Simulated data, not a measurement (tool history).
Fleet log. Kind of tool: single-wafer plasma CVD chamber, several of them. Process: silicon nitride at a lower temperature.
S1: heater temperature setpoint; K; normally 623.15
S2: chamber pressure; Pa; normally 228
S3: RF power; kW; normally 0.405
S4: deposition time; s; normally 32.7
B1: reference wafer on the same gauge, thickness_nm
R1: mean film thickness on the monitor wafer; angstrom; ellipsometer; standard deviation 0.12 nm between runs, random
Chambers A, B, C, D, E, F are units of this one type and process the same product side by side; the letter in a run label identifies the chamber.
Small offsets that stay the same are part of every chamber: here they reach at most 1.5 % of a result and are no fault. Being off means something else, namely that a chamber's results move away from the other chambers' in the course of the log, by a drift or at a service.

run,hour,S1,S2,S3,S4,B1,R1
1D,4.1,623.15,228,0.405,32.7,43.412,473.78
2B,10.2,623.15,228,0.405,32.7,43.403,476.45
3C,16.7,623.15,228,0.405,32.7,43.413,470.17
4F,20.9,623.15,228,0.405,32.7,43.388,473.72
5A,25.8,623.15,228,0.405,32.7,43.404,476.05
6E,30.8,623.15,271,0.405,32.7,43.393,500.36
7B,35.6,623.15,271,0.405,32.7,43.398,497.13
8F,39.7,623.15,271,0.405,32.7,43.375,493.91
9A,45.6,623.15,271,0.405,32.7,43.392,495.12
10E,49.7,623.15,271,0.405,32.7,43.398,500.03
11D,55.6,623.15,271,0.405,32.7,43.397,495.42
12C,60.7,623.15,177,0.405,32.7,43.384,438.6
13E,64.9,623.15,177,0.405,32.7,43.407,443.08
14A,70.5,623.15,177,0.405,32.7,43.419,443.69
15B,76.5,623.15,177,0.405,32.7,43.373,443.5
16D,80.3,623.15,177,0.405,32.7,43.413,441.76
17F,84.7,623.15,177,0.405,32.7,43.395,439.26
18C,90.5,623.15,228,0.405,32.7,43.378,471.03
19F,96.4,623.15,228,0.405,32.7,43.427,471.76
20D,101.5,623.15,228,0.405,32.7,43.4,470.92
21E,107.9,623.15,228,0.405,32.7,43.423,474.91
22A,112.6,636.15,228,0.355,32.7,43.372,436.18
23C,117.9,636.15,228,0.355,32.7,43.391,432.02
24B,122.9,636.15,228,0.355,32.7,43.378,434.99
25F,129,636.15,228,0.355,32.7,43.429,430.96
26B,132.7,636.15,228,0.355,32.7,43.394,435.05
# hour 137.1: chamber E: thermocouple changed; heater temperature recalibrated
27D,137.5,636.15,228,0.355,32.7,43.416,432.29
# hour 139.9: chamber C: RF generator calibrated
28E,144.1,623.15,228,0.405,32.7,43.393,474.84
# hour 146.5: chamber F: capacitance manometer re-zeroed and calibrated
29A,149.4,623.15,228,0.405,32.7,43.396,476.78
30C,155.3,623.15,228,0.405,32.7,43.39,467.18
31F,159.2,612.15,228,0.365,32.7,43.371,441.34
32B,165.7,612.15,228,0.365,32.7,43.426,445.57
33D,170.1,612.15,228,0.365,32.7,43.403,444.89
34A,174.1,612.15,228,0.365,32.7,43.409,448.52
35E,177.3,612.15,228,0.365,32.7,43.4,446.98
36C,182.1,612.15,228,0.365,32.7,43.403,442.25
37D,188.7,623.15,228,0.405,32.7,43.401,472.61

Each of the 6 chambers runs these same settings next. Fill in every chamber's results:
38A,193.6,623.15,201,0.405,32.7,,?
38B,193.6,623.15,201,0.405,32.7,,?
38C,193.6,623.15,201,0.405,32.7,,?
38D,193.6,623.15,201,0.405,32.7,,?
38E,193.6,623.15,201,0.405,32.7,,?
38F,193.6,623.15,201,0.405,32.7,,?

run,R1
38A,462.16
38B,461.09
38C,453.85
38D,457.4
38E,458.57
38F,451.67

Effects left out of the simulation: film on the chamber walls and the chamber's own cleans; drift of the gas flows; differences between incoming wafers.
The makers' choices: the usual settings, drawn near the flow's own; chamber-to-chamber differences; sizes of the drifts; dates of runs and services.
